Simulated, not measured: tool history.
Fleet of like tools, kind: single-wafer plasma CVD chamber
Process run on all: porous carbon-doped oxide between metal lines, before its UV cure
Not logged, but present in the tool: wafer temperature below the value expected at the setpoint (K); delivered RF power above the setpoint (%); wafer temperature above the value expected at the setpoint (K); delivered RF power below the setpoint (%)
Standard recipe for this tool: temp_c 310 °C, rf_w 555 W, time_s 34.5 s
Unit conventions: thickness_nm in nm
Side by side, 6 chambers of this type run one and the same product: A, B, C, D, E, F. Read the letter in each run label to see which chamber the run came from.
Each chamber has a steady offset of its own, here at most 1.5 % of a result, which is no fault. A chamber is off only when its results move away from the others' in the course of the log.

run	day	temp_c	rf_w	time_s	hours since the last thermocouple change	hours since the last RF generator calibration	read-back reference wafer on the same gauge, thickness_nm	thickness_nm
1C	0.338	310	555	34.5	893.9	1063.5	223.96	189.15
2E	0.829	310	555	34.5	197.8	842.7	224.00	187.26
3D	1.150	310	555	34.5	740.1	332.0	224.01	190.46
# day 1.388: chamber A: thermocouple changed; heater temperature recalibrated
4B	1.396	310	555	34.5	1240.7	570.3	223.98	188.34
5F	1.658	310	555	34.5	307.1	530.3	224.12	188.83
6A	2.046	310	555	34.5	15.9	102.1	223.66	188.21
# day 2.375: chamber B: thermocouple changed; heater temperature recalibrated
7C	2.533	310	555	34.5	946.6	1116.2	223.91	188.26
8D	2.929	310	555	34.5	782.8	374.7	224.18	190.40
9A	3.342	310	555	34.5	47.0	133.2	224.06	187.58
10F	3.562	310	555	34.5	352.8	576.0	224.16	188.17
11B	4.038	310	555	34.5	39.9	633.7	224.07	189.63
12E	4.429	310	555	34.5	284.2	929.1	223.99	187.19
13A	4.779	310	555	34.5	81.5	167.7	224.00	187.41
14B	5.204	310	555	34.5	67.9	661.7	223.94	188.18
15F	5.450	310	555	34.5	398.1	621.3	224.13	188.63
16C	5.662	310	555	34.5	1021.7	1191.3	223.95	188.99
17E	5.954	310	555	34.5	320.8	965.7	223.76	186.52
18D	6.246	310	555	34.5	862.4	454.3	223.72	189.26
19E	6.696	310	555	34.5	338.6	983.5	223.81	187.59
20C	7.154	310	555	34.5	1057.5	1227.1	223.91	188.83
21A	7.546	310	555	34.5	147.9	234.1	223.84	187.97
22B	7.871	310	555	34.5	131.9	725.7	224.14	188.11
23F	8.350	310	555	34.5	467.7	690.9	223.99	188.59
24D	8.654	310	555	34.5	920.2	512.1	224.12	190.12
25F	8.954	310	555	34.5	482.2	705.4	223.99	188.06
26C	9.258	310	555	34.5	1108.0	1277.6	224.14	188.33
27A	9.725	305	555	29.3	200.2	286.4	224.23	165.33
28E	10.183	305	555	29.3	422.3	1067.2	223.83	164.23
29D	10.429	305	555	29.3	962.8	554.7	223.64	167.98
30B	10.858	305	555	29.3	203.6	797.4	223.88	161.23
31B	11.275	305	555	29.3	213.6	807.4	224.18	160.04
32F	11.575	305	555	29.3	545.1	768.3	223.98	164.88
33D	11.858	310	555	34.5	997.1	589.0	223.95	191.43
34A	12.242	310	555	34.5	260.6	346.8	223.78	186.35
35C	12.454	310	590	34.5	1184.7	1354.3	224.04	194.88
36E	12.812	310	590	34.5	485.4	1130.3	224.02	194.89
37E	13.121	310	590	34.5	492.8	1137.7	224.00	193.54
38F	13.500	310	590	34.5	591.3	814.5	223.98	196.50
39C	13.817	310	590	34.5	1217.4	1387.0	223.94	195.08
40D	14.079	310	590	34.5	1050.4	642.3	223.98	198.09
41B	14.458	301	555	34.5	290.0	883.8	224.01	188.58

Has any chamber moved away from the others, gradually or after a service, or does the common gauge drift, or do the chambers differ only by their own small steady offsets? State the chamber and the most likely cause if one applies.

One chamber, B, drifts off from the rest bit by bit.
Cause: delivered RF power below the setpoint (%) = 6.19.

Below are 4 candidate recipes for chamber B's next run, each the usual settings with a change, their results shown as question marks. Which of them brings B's results back in line with what the other chambers give on the usual settings?
A result is in line if it is within this distance of the other chambers' mean on the usual settings: thickness_nm 2.70 nm
42B-1	14.808	311	545	33.7				?
42B-2	14.808	308	555	36.6				?
42B-3	14.808	312	555	32.4				?
42B-4	14.808	309	565	35.3				?

On the usual settings, the other chambers give on average: thickness_nm 188.36 nm
run	thickness_nm
42B-1	174.72
42B-2	194.70
42B-3	169.33
42B-4	189.19
The right change is 42B-4: it brings the chamber back within the allowed miss of the others.
